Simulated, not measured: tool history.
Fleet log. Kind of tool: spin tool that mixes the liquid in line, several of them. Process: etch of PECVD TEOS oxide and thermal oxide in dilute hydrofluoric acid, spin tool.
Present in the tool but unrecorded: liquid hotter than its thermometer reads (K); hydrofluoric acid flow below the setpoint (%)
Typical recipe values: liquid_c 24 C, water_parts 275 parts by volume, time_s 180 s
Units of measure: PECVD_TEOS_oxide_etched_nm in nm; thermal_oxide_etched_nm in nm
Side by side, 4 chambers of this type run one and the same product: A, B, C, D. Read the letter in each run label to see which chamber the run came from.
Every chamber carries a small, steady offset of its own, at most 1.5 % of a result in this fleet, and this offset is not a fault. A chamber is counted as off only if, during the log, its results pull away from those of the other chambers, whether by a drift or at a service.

| run | hour | liquid_c | water_parts | time_s | hours since the thermometer was replaced | hours since the hydrofluoric acid flow meter was replaced | read-back film thickness of the PECVD TEOS oxide reference wafer, read on the same gauge (nm) | read-back film thickness of the thermal oxide reference wafer, read on the same gauge (nm) | PECVD_TEOS_oxide_etched_nm | thermal_oxide_etched_nm |
|---|---|---|---|---|---|---|---|---|---|---|
| 1B | 6.2 | 24 | 275 | 180 | 1852.7 | 379.1 | 30.006 | 79.994 | 6.1603 | 2.5555 |
| 2C | 15.3 | 24 | 275 | 180 | 1561.9 | 1916.1 | 29.987 | 80.021 | 6.0792 | 2.5785 |
| 3A | 24.3 | 24 | 275 | 180 | 520.8 | 364 | 29.998 | 79.995 | 6.2082 | 2.6247 |
| 4D | 30.3 | 24 | 275 | 180 | 1354.5 | 276.2 | 29.961 | 80.003 | 6.2427 | 2.6008 |
| 5A | 35.7 | 24 | 275 | 180 | 532.2 | 375.4 | 29.995 | 79.998 | 6.1967 | 2.6268 |
| 6B | 41.9 | 24 | 275 | 180 | 1888.4 | 414.8 | 30 | 80.013 | 6.1584 | 2.5571 |
| 7D | 48.7 | 24 | 275 | 85 | 1372.9 | 294.6 | 30.03 | 79.984 | 2.9216 | 1.2169 |
| 8C | 56.3 | 24 | 275 | 85 | 1602.9 | 1957.1 | 30.001 | 80.006 | 2.8815 | 1.2092 |
| 9C | 61.3 | 24 | 275 | 85 | 1607.9 | 1962.1 | 29.996 | 80.025 | 2.8851 | 1.2232 |
| 10B | 68 | 24 | 275 | 85 | 1914.5 | 440.9 | 29.985 | 80.012 | 2.9266 | 1.1854 |
| 11D | 76.2 | 24 | 275 | 180 | 1400.4 | 322.1 | 30.004 | 79.993 | 6.2371 | 2.6036 |
| 12A | 83.9 | 24 | 275 | 180 | 580.4 | 423.6 | 30.002 | 80.018 | 6.2846 | 2.6428 |
| 13A | 89.5 | 24 | 275 | 180 | 586 | 429.2 | 29.995 | 79.992 | 6.2375 | 2.6095 |
| 14C | 96.7 | 24 | 275 | 180 | 1643.3 | 1997.5 | 29.998 | 80.014 | 6.1085 | 2.5564 |
| 15D | 103.2 | 24 | 275 | 180 | 1427.4 | 349.1 | 30.038 | 79.988 | 6.2847 | 2.6055 |
| 16B | 110.1 | 24 | 275 | 180 | 1956.6 | 483 | 30.034 | 80 | 6.1923 | 2.5358 |
| 17B | 118 | 24 | 275 | 180 | 1964.5 | 490.9 | 29.987 | 79.995 | 6.0504 | 2.5531 |
| 18C | 127.4 | 24 | 335 | 145 | 1674 | 2028.2 | 29.998 | 80.013 | 3.8408 | 1.636 |
| 19D | 136.4 | 24 | 335 | 145 | 1460.6 | 382.3 | 29.975 | 80.013 | 3.8952 | 1.6475 |
| 20A | 143.8 | 24 | 335 | 145 | 640.3 | 483.5 | 30.019 | 80.025 | 3.8868 | 1.6429 |
| 21D | 150.3 | 24 | 335 | 145 | 1474.5 | 396.2 | 30.03 | 80.036 | 3.889 | 1.6055 |
| 22B | 157 | 24 | 275 | 180 | 2003.5 | 529.9 | 29.975 | 79.988 | 6.1813 | 2.5524 |
| 23A | 164.8 | 24 | 195 | 180 | 661.3 | 504.5 | 29.988 | 79.995 | 9.4492 | 4.0784 |
| 24C | 171.3 | 24 | 195 | 180 | 1717.9 | 2072.1 | 30.007 | 80.016 | 9.2543 | 3.95 |
| 25A | 175.5 | 24 | 195 | 180 | 672 | 515.2 | 30.007 | 80.006 | 9.4898 | 4.0034 |
| 26B | 184.7 | 24 | 195 | 180 | 2031.2 | 557.6 | 30.011 | 80.023 | 9.3369 | 3.9676 |
|  | 187.7 | chamber C: hydrofluoric acid flow meter replaced |
| 27D | 191.5 | 22 | 275 | 180 | 1515.7 | 437.4 | 30.005 | 79.986 | 5.5773 | 2.3613 |
| 28C | 197.1 | 22 | 275 | 180 | 1743.7 | 9.4 | 29.992 | 80.001 | 5.6354 | 2.3846 |
| 29D | 204.8 | 22 | 275 | 180 | 1529 | 450.7 | 30.06 | 80.01 | 5.6436 | 2.3602 |
| 30C | 209.7 | 22 | 275 | 180 | 1756.3 | 22 | 29.977 | 79.992 | 5.6456 | 2.4469 |
| 31A | 217.6 | 24 | 275 | 180 | 714.1 | 557.3 | 30.006 | 80 | 6.2551 | 2.6211 |
| 32B | 224.2 | 24 | 275 | 180 | 2070.7 | 597.1 | 29.989 | 79.953 | 6.2104 | 2.5142 |
| 33C | 233.2 | 24 | 275 | 180 | 1779.8 | 45.5 | 30.003 | 80.01 | 6.0631 | 2.609 |
| 34D | 241.6 | 24 | 275 | 180 | 1565.8 | 487.5 | 29.944 | 80.038 | 6.0216 | 2.5011 |
| 35B | 249.9 | 24 | 185 | 180 | 2096.4 | 622.8 | 29.994 | 80.015 | 9.954 | 4.1675 |
| 36A | 257.4 | 24 | 185 | 180 | 753.9 | 597.1 | 29.991 | 79.993 | 10.199 | 4.1965 |
| 37D | 266.1 | 24 | 185 | 180 | 1590.3 | 512 | 30.052 | 80.006 | 9.5691 | 4.0747 |

Next, all 4 chambers run the settings below, one line each with question marks for the results. What does each chamber give?
| 38A | 272.8 | 24 | 275 | 180 |  |  |  |  | ? | ? |
| 38B | 272.8 | 24 | 275 | 180 |  |  |  |  | ? | ? |
| 38C | 272.8 | 24 | 275 | 180 |  |  |  |  | ? | ? |
| 38D | 272.8 | 24 | 275 | 180 |  |  |  |  | ? | ? |

| run | PECVD_TEOS_oxide_etched_nm | thermal_oxide_etched_nm |
|---|---|---|
| 38A | 6.2257 | 2.6039 |
| 38B | 6.0442 | 2.568 |
| 38C | 6.214 | 2.5605 |
| 38D | 5.8915 | 2.4597 |
